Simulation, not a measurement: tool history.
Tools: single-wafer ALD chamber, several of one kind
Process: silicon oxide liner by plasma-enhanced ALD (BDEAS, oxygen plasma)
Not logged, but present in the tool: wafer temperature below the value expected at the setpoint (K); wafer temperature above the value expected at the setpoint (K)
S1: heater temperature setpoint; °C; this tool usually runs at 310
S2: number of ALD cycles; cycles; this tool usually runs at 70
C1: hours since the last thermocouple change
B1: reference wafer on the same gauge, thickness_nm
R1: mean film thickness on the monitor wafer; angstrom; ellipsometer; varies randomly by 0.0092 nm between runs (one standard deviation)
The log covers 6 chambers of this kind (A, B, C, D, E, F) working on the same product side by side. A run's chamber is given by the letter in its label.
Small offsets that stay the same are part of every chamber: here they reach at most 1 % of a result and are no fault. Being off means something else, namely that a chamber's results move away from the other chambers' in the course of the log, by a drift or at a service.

{"run": "1E", "hour": 4.5, "S1": 310, "S2": 70, "C1": 1403.2, "B1": 5.6109, "R1": 63.836}
{"run": "2F", "hour": 9.7, "S1": 310, "S2": 70, "C1": 939.1, "B1": 5.6131, "R1": 63.71}
{"run": "3C", "hour": 12.6, "S1": 310, "S2": 70, "C1": 34, "B1": 5.6143, "R1": 64.59}
{"run": "4B", "hour": 16.9, "S1": 310, "S2": 70, "C1": 1915.1, "B1": 5.6143, "R1": 63.952}
{"run": "5A", "hour": 20.8, "S1": 310, "S2": 70, "C1": 481.3, "B1": 5.6145, "R1": 64.267}
{"run": "6D", "hour": 25.3, "S1": 310, "S2": 70, "C1": 1156.2, "B1": 5.6161, "R1": 64.267}
{"run": "7E", "hour": 30.2, "S1": 310, "S2": 70, "C1": 1428.9, "B1": 5.6163, "R1": 64.132}
{"run": "8B", "hour": 34.8, "S1": 310, "S2": 70, "C1": 1933, "B1": 5.617, "R1": 64.203}
{"run": "9C", "hour": 39.2, "S1": 310, "S2": 70, "C1": 60.6, "B1": 5.6187, "R1": 64.463}
{"run": "10F", "hour": 42.6, "S1": 310, "S2": 70, "C1": 972, "B1": 5.6183, "R1": 63.674}
{"run": "11A", "hour": 45.4, "S1": 310, "S2": 70, "C1": 505.9, "B1": 5.62, "R1": 64.479}
{"run": "12D", "hour": 48.0, "S1": 310, "S2": 83, "C1": 1178.9, "B1": 5.6211, "R1": 76.27}
{"run": "13B", "hour": 53.0, "S1": 310, "S2": 83, "C1": 1951.2, "B1": 5.6215, "R1": 76.334}
{"run": "14F", "hour": 55.7, "S1": 310, "S2": 83, "C1": 985.1, "B1": 5.6231, "R1": 75.55}
{"run": "15D", "hour": 60.4, "S1": 310, "S2": 83, "C1": 1191.3, "B1": 5.6224, "R1": 76.175}
{"run": "16A", "hour": 64.8, "S1": 310, "S2": 83, "C1": 525.3, "B1": 5.6239, "R1": 76.302}
{"run": "17C", "hour": 67.3, "S1": 310, "S2": 83, "C1": 88.7, "B1": 5.6259, "R1": 76.775}
{"run": "18E", "hour": 69.9, "S1": 310, "S2": 70, "C1": 1468.6, "B1": 5.6273, "R1": 63.936}
{"run": "19E", "hour": 73.3, "S1": 303, "S2": 58, "C1": 1472, "B1": 5.6247, "R1": 53.629}
{"run": "20F", "hour": 78.4, "S1": 303, "S2": 58, "C1": 1007.8, "B1": 5.6279, "R1": 53.359}
{"run": "21B", "hour": 82.2, "S1": 303, "S2": 58, "C1": 1980.4, "B1": 5.6303, "R1": 53.844}
{"run": "22C", "hour": 85.3, "S1": 303, "S2": 58, "C1": 106.7, "B1": 5.6281, "R1": 54.194}
{"run": "23D", "hour": 89.1, "S1": 303, "S2": 58, "C1": 1220, "B1": 5.6312, "R1": 53.864}
{"run": "24A", "hour": 92.3, "S1": 303, "S2": 58, "C1": 552.8, "B1": 5.631, "R1": 53.795}
{"run": "25F", "hour": 96.1, "S1": 310, "S2": 70, "C1": 1025.5, "B1": 5.6313, "R1": 63.782}
{"run": "26B", "hour": 98.9, "S1": 310, "S2": 70, "C1": 1997.1, "B1": 5.6321, "R1": 64.296}
{"run": "27A", "hour": 104.3, "S1": 303, "S2": 70, "C1": 564.8, "B1": 5.634, "R1": 65.212}
{"run": "28D", "hour": 106.8, "S1": 303, "S2": 70, "C1": 1237.7, "B1": 5.633, "R1": 64.982}
{"run": "29C", "hour": 112.2, "S1": 303, "S2": 70, "C1": 133.6, "B1": 5.6343, "R1": 65.336}
{"run": "30E", "hour": 115.2, "S1": 303, "S2": 70, "C1": 1513.9, "B1": 5.6358, "R1": 64.774}
{"run": "31A", "hour": 120.4, "S1": 303, "S2": 70, "C1": 580.9, "B1": 5.6374, "R1": 65.264}
{"run": "32E", "hour": 123.4, "S1": 303, "S2": 70, "C1": 1522.1, "B1": 5.6406, "R1": 64.551}
{"run": "33F", "hour": 127.0, "S1": 310, "S2": 70, "C1": 1056.4, "B1": 5.6383, "R1": 63.983}
{"run": "34D", "hour": 131.2, "S1": 310, "S2": 70, "C1": 1262.1, "B1": 5.6401, "R1": 64.464}
{"run": "35C", "hour": 134.4, "S1": 310, "S2": 70, "C1": 155.8, "B1": 5.641, "R1": 64.918}
{"run": "36B", "hour": 139.4, "S1": 310, "S2": 70, "C1": 2037.6, "B1": 5.6411, "R1": 64.47}
{"run": "37E", "hour": 142.5, "S1": 318, "S2": 70, "C1": 1541.2, "B1": 5.6433, "R1": 63.413}

Does one chamber stand apart from the rest, does the shared gauge drift, or is all well apart from small per-chamber offsets? Give the chamber and the most likely cause, where there is one.

No chamber is off; the gauge reading every chamber's wafers drifts, which makes the whole fleet appear to move together.
Likeliest cause: gauge reads high (%) = 0.588.
